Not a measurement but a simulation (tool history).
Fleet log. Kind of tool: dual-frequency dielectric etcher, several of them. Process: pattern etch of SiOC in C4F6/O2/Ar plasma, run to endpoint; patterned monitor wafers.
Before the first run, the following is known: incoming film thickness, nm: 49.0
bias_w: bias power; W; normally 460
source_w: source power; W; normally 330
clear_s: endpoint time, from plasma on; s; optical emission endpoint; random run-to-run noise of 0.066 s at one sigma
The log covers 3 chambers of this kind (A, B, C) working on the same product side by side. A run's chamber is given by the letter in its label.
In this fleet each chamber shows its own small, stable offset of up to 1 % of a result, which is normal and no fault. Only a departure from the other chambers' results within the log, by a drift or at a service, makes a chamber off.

{"run": "1B", "hour": 6.8, "bias_w": 460, "source_w": 330, "clear_s": 18.221}
{"run": "2C", "hour": 18.9, "bias_w": 460, "source_w": 330, "clear_s": 18.227}
{"run": "3A", "hour": 31.7, "bias_w": 460, "source_w": 330, "clear_s": 18.346}
{"run": "4C", "hour": 43.7, "bias_w": 460, "source_w": 330, "clear_s": 18.257}
{"run": "5A", "hour": 55.4, "bias_w": 460, "source_w": 330, "clear_s": 18.4}
{"run": "6B", "hour": 63.5, "bias_w": 460, "source_w": 330, "clear_s": 18.349}
{"run": "7C", "hour": 77.5, "bias_w": 543, "source_w": 360, "clear_s": 16.7}
{"run": "8A", "hour": 87.6, "bias_w": 543, "source_w": 360, "clear_s": 16.697}
{"hour": 99.1, "done": "chamber A: source power generator calibrated"}
{"run": "9B", "hour": 102.1, "bias_w": 543, "source_w": 360, "clear_s": 16.582}
{"run": "10C", "hour": 114.2, "bias_w": 460, "source_w": 330, "clear_s": 18.339}
{"run": "11A", "hour": 121.7, "bias_w": 460, "source_w": 330, "clear_s": 18.309}
{"run": "12B", "hour": 136.9, "bias_w": 460, "source_w": 330, "clear_s": 18.367}
{"run": "13A", "hour": 146.8, "bias_w": 460, "source_w": 330, "clear_s": 18.416}
{"run": "14B", "hour": 158.7, "bias_w": 460, "source_w": 330, "clear_s": 18.371}
{"run": "15C", "hour": 172.0, "bias_w": 460, "source_w": 330, "clear_s": 18.427}
{"run": "16B", "hour": 179.5, "bias_w": 460, "source_w": 330, "clear_s": 18.185}
{"run": "17A", "hour": 191.9, "bias_w": 460, "source_w": 330, "clear_s": 18.399}
{"run": "18C", "hour": 206.5, "bias_w": 460, "source_w": 330, "clear_s": 18.633}
{"run": "19B", "hour": 214.5, "bias_w": 460, "source_w": 330, "clear_s": 18.332}
{"hour": 220.3, "done": "chamber B: wet clean of the chamber"}
{"run": "20C", "hour": 228.3, "bias_w": 460, "source_w": 330, "clear_s": 18.675}
{"run": "21A", "hour": 239.1, "bias_w": 460, "source_w": 330, "clear_s": 18.315}
{"run": "22A", "hour": 251.0, "bias_w": 460, "source_w": 330, "clear_s": 18.361}
{"hour": 260.2, "done": "chamber C: bias power generator calibrated"}
{"run": "23B", "hour": 265.1, "bias_w": 460, "source_w": 330, "clear_s": 18.317}
{"run": "24C", "hour": 278.3, "bias_w": 460, "source_w": 330, "clear_s": 18.673}
{"run": "25B", "hour": 293.2, "bias_w": 460, "source_w": 330, "clear_s": 18.313}
{"run": "26A", "hour": 301.2, "bias_w": 460, "source_w": 330, "clear_s": 18.282}
{"run": "27C", "hour": 316.3, "bias_w": 460, "source_w": 330, "clear_s": 18.81}
{"run": "28A", "hour": 327.0, "bias_w": 460, "source_w": 390, "clear_s": 17.33}
{"run": "29C", "hour": 340.0, "bias_w": 460, "source_w": 390, "clear_s": 17.646}
{"run": "30B", "hour": 346.5, "bias_w": 460, "source_w": 390, "clear_s": 17.28}
{"run": "31B", "hour": 353.9, "bias_w": 460, "source_w": 330, "clear_s": 18.258}
{"run": "32C", "hour": 360.8, "bias_w": 460, "source_w": 330, "clear_s": 18.913}
{"run": "33A", "hour": 374.7, "bias_w": 460, "source_w": 330, "clear_s": 18.248}
{"run": "34A", "hour": 381.9, "bias_w": 460, "source_w": 330, "clear_s": 18.417}
{"run": "35C", "hour": 393.0, "bias_w": 460, "source_w": 330, "clear_s": 18.982}
{"hour": 395.6, "done": "chamber A: bias power generator calibrated"}
{"hour": 400.6, "done": "chamber A: wet clean of the chamber"}
{"run": "36B", "hour": 403.2, "bias_w": 460, "source_w": 330, "clear_s": 18.217}
{"run": "37B", "hour": 417.0, "bias_w": 460, "source_w": 330, "clear_s": 18.304}
{"run": "38A", "hour": 424.6, "bias_w": 460, "source_w": 330, "clear_s": 18.329}
{"run": "39C", "hour": 438.4, "bias_w": 460, "source_w": 330, "clear_s": 19.136}
{"run": "40B", "hour": 447.5, "bias_w": 460, "source_w": 330, "clear_s": 18.269}
{"run": "41A", "hour": 455.2, "bias_w": 460, "source_w": 330, "clear_s": 18.236}
{"run": "42C", "hour": 469.7, "bias_w": 460, "source_w": 330, "clear_s": 19.075}
{"run": "43B", "hour": 484.4, "bias_w": 460, "source_w": 330, "clear_s": 18.259}
{"run": "44A", "hour": 497.5, "bias_w": 517, "source_w": 330, "clear_s": 17.567}

Is one chamber out of step, is the gauge drifting, or do the chambers differ by no more than their own small offsets? For an off chamber, give its letter and the likeliest cause.

It is chamber C that slowly wanders off from its peers.
What lies behind it: etch rate under this chamber's usual, % = 4.97.

Here are 4 candidates for chamber C's next run, each the usual settings with a change, their results left as question marks. Which one brings its results back in line with what the others give on the usual settings?
Maximum distance from the other chambers' mean on the usual settings for a result to count as in line: clear_s 0.23 s
{"run": "45C-1", "hour": 508.3, "bias_w": 480, "source_w": 330, "clear_s": "?"}
{"run": "45C-2", "hour": 508.3, "bias_w": 430, "source_w": 310, "clear_s": "?"}
{"run": "45C-3", "hour": 508.3, "bias_w": 490, "source_w": 350, "clear_s": "?"}
{"run": "45C-4", "hour": 508.3, "bias_w": 450, "source_w": 320, "clear_s": "?"}

Other chambers, usual settings, mean: clear_s 18.344 s
run=45C-1 clear_s=18.975
run=45C-2 clear_s=20.228
run=45C-3 clear_s=18.421
run=45C-4 clear_s=19.658
45C-3 puts the chamber back in line with the other chambers.
